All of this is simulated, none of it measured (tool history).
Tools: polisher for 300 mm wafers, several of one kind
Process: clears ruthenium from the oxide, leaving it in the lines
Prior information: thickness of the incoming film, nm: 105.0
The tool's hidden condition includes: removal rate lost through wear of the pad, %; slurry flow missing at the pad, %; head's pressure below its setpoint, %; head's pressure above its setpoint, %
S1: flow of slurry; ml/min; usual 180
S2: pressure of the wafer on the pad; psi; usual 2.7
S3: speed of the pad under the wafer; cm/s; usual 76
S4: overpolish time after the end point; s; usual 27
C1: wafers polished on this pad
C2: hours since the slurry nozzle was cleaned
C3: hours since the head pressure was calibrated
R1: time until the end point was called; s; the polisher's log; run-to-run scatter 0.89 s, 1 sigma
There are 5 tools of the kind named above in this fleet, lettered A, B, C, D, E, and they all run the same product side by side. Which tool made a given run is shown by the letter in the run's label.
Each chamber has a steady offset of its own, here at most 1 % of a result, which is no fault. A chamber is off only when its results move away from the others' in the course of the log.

run,hour,S1,S2,S3,S4,C1,C2,C3,R1
1C,9.3,180,2.7,76,27,419,73.4,929.9,79.074
# hour 13.7: chamber A: worn pad replaced by a new one
2B,18.3,180,2.7,76,27,338,106.1,168.4,77.257
3D,23.4,180,2.7,76,27,442,117.4,689.3,77.907
4E,31.8,180,2.7,76,27,857,318.0,493.3,79.423
5A,41.5,180,2.7,76,27,215,64.1,287.0,77.284
# hour 44.5: chamber B: worn pad replaced by a new one
6A,48.8,180,2.7,76,27,272,71.4,294.3,77.451
7E,58.5,180,2.7,76,27,1064,344.7,520.0,78.463
# hour 59.3: chamber E: slurry nozzle cleaned
# hour 60.6: chamber C: worn pad replaced by a new one
8D,65.9,180,2.7,92,27,772,159.9,731.8,65.168
9C,74.1,180,2.7,92,27,104,138.2,994.7,65.660
10B,79.9,180,2.7,92,27,274,167.7,230.0,64.638
11C,85.3,180,2.7,92,27,191,149.4,1005.9,65.357
12E,94.5,180,2.7,92,27,1344,35.3,556.0,64.810
13A,103.5,180,2.7,76,27,696,126.1,349.0,76.390
14D,111.1,135,2.7,76,14,1123,205.1,777.0,81.246
# hour 112.6: chamber B: worn pad replaced by a new one
15B,116.4,135,2.7,76,14,29,204.2,266.5,83.187
16D,121.5,135,2.7,76,14,1204,215.5,787.4,84.338
17C,130.1,135,2.7,76,14,539,194.2,1050.7,81.653
18A,135.5,135,2.7,76,14,945,158.1,381.0,83.071
19E,142.1,180,2.7,76,27,1713,82.9,603.6,82.936
# hour 142.7: chamber D: worn pad replaced by a new one
20B,150.2,180,2.7,76,27,291,238.0,300.3,77.703
21E,157.2,180,2.7,76,27,1830,98.0,618.7,81.943
22B,166.8,180,2.7,76,27,420,254.6,316.9,78.535
23C,174.0,180,2.0,76,20,880,238.1,1094.6,105.650
# hour 180.3: chamber A: worn pad replaced by a new one
24D,180.5,180,2.0,76,20,293,274.5,846.4,106.060
# hour 183.5: chamber C: worn pad replaced by a new one
# hour 186.0: chamber B: worn pad replaced by a new one
25A,190.0,180,2.0,76,20,75,212.6,435.5,101.840
26C,199.2,180,2.0,76,20,122,263.3,1119.8,104.250
27D,206.1,180,2.0,76,20,492,300.1,872.0,104.550
28B,211.7,180,2.7,76,27,199,299.5,361.8,76.349
29A,220.9,180,2.7,76,27,315,243.5,466.4,77.086
30E,228.1,210,2.7,76,27,2380,168.9,689.6,82.401

What goes on in this fleet: one chamber off, a drifting gauge, or nothing beyond the chambers' own small offsets? Name the chamber and the cause, if any.

It is chamber E that slowly wanders off from its peers.
Most likely cause: removal rate lost through wear of the pad, % = 8.53.
With only this log, it may be confused with: slurry flow missing at the pad, %; head's pressure below its setpoint, %.

Below are 4 candidate recipes for chamber E's next run, each the usual settings with a change, their results shown as question marks. Which of them brings E's results back in line with what the other chambers give on the usual settings?
In line here means within this much of the mean the other chambers give on the usual settings: R1 3.100 s
31E-1,235.5,180,2.7,78,27,,,,?
31E-2,235.5,180,2.6,72,27,,,,?
31E-3,235.5,180,2.7,82,27,,,,?
31E-4,235.5,180,2.7,74,27,,,,?

Average result of the remaining chambers running the usual settings: R1 77.951 s
run,R1
31E-1,82.554
31E-2,92.933
31E-3,78.471
31E-4,87.085
The answer is 31E-3, which returns the chamber to within the allowed miss of the others.

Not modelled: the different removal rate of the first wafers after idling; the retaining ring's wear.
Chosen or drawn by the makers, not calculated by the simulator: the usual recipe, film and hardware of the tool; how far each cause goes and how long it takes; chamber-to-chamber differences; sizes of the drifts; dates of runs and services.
